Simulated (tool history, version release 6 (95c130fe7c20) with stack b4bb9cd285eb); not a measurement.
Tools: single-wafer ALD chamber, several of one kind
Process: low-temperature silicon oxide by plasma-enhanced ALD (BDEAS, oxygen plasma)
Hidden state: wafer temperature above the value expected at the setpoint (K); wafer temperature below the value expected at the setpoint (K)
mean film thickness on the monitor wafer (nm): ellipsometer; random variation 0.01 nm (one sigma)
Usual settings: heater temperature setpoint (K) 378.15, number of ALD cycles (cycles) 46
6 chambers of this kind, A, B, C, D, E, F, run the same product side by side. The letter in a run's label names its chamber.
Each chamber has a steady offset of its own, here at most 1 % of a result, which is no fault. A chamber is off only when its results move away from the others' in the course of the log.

| run | hour | heater temperature setpoint (K) | number of ALD cycles (cycles) | hours since the last thermocouple change | read-back reference wafer on the same gauge, thickness_nm | mean film thickness on the monitor wafer (nm) |
|---|---|---|---|---|---|---|
| 1C | 3.1 | 378.15 | 46 | 432.6 | 6.4443 | 6.5856 |
| 2F | 5.7 | 378.15 | 46 | 1324.2 | 6.4409 | 6.4901 |
| 3B | 10.8 | 378.15 | 46 | 1438.3 | 6.4426 | 6.5108 |
| 4D | 15.3 | 378.15 | 46 | 261.1 | 6.4432 | 6.5416 |
| 5E | 19.3 | 378.15 | 46 | 67.5 | 6.4455 | 6.5247 |
| 6A | 22.6 | 367.15 | 41 | 1930.4 | 6.4452 | 6.0162 |
| 7A | 26.6 | 367.15 | 41 | 1934.4 | 6.4433 | 5.9967 |
| 8E | 30.3 | 367.15 | 41 | 78.5 | 6.4474 | 6.0124 |
| 9B | 35.3 | 367.15 | 41 | 1462.8 | 6.449 | 5.9855 |
| 10D | 39.2 | 367.15 | 41 | 285 | 6.4496 | 6.0094 |
| 11F | 44.3 | 367.15 | 41 | 1362.8 | 6.4504 | 5.9606 |
| 12C | 47.2 | 378.15 | 46 | 476.7 | 6.4507 | 6.5794 |
| 13A | 52.2 | 378.15 | 46 | 1960 | 6.4553 | 6.5435 |
| 14C | 57.1 | 378.15 | 46 | 486.6 | 6.4541 | 6.5887 |
|  | 59.8 | chamber B: thermocouple changed; heater temperature recalibrated |
| 15B | 62.1 | 378.15 | 46 | 2.4 | 6.4553 | 6.5229 |
| 16F | 67.2 | 386.15 | 38 | 1385.7 | 6.4578 | 5.2829 |
| 17E | 71.2 | 386.15 | 38 | 119.4 | 6.4561 | 5.3218 |
| 18D | 75.2 | 386.15 | 38 | 321 | 6.4603 | 5.3265 |
| 19F | 80 | 386.15 | 38 | 1398.5 | 6.4615 | 5.2869 |
| 20E | 84.2 | 386.15 | 38 | 132.4 | 6.4576 | 5.3231 |
| 21B | 88.6 | 386.15 | 38 | 28.9 | 6.462 | 5.2934 |
| 22A | 92.5 | 378.15 | 46 | 2000.3 | 6.4653 | 6.5446 |
| 23C | 96.5 | 378.15 | 46 | 526 | 6.4635 | 6.5898 |
| 24D | 100.5 | 378.15 | 46 | 346.3 | 6.4639 | 6.5407 |
| 25F | 105 | 378.15 | 46 | 1423.5 | 6.4642 | 6.5148 |
| 26C | 108.8 | 378.15 | 46 | 538.3 | 6.4657 | 6.5893 |
| 27E | 112 | 378.15 | 46 | 160.2 | 6.4689 | 6.5692 |
| 28D | 115.6 | 378.15 | 46 | 361.4 | 6.4708 | 6.5341 |
| 29A | 118.6 | 378.15 | 46 | 2026.4 | 6.4686 | 6.5597 |
| 30B | 123.6 | 378.15 | 46 | 63.9 | 6.4716 | 6.5244 |
| 31B | 126.8 | 378.15 | 46 | 67.1 | 6.4691 | 6.5219 |
| 32A | 130.4 | 378.15 | 46 | 2038.2 | 6.4762 | 6.5645 |
| 33D | 135.1 | 378.15 | 46 | 380.9 | 6.4761 | 6.5568 |
| 34E | 139.4 | 378.15 | 46 | 187.6 | 6.4734 | 6.5701 |
| 35F | 143.2 | 378.15 | 49 | 1461.7 | 6.4758 | 6.9663 |
| 36C | 147.5 | 378.15 | 49 | 577 | 6.476 | 7.0483 |
| 37D | 152.3 | 378.15 | 49 | 398.1 | 6.4765 | 6.9751 |
| 38E | 156.6 | 378.15 | 49 | 204.8 | 6.4812 | 6.9842 |
| 39A | 160.1 | 378.15 | 49 | 2067.9 | 6.4782 | 6.9963 |
| 40F | 163.6 | 378.15 | 49 | 1482.1 | 6.481 | 6.9701 |
| 41B | 168.5 | 378.15 | 46 | 108.8 | 6.4797 | 6.541 |

What goes on in this fleet: one chamber off, a drifting gauge, or nothing beyond the chambers' own small offsets? Name the chamber and the cause, if any.

The gauge drifts, so all chambers seem to drift together. No chamber is off.
Cause: gauge reads high (%) = 0.658.
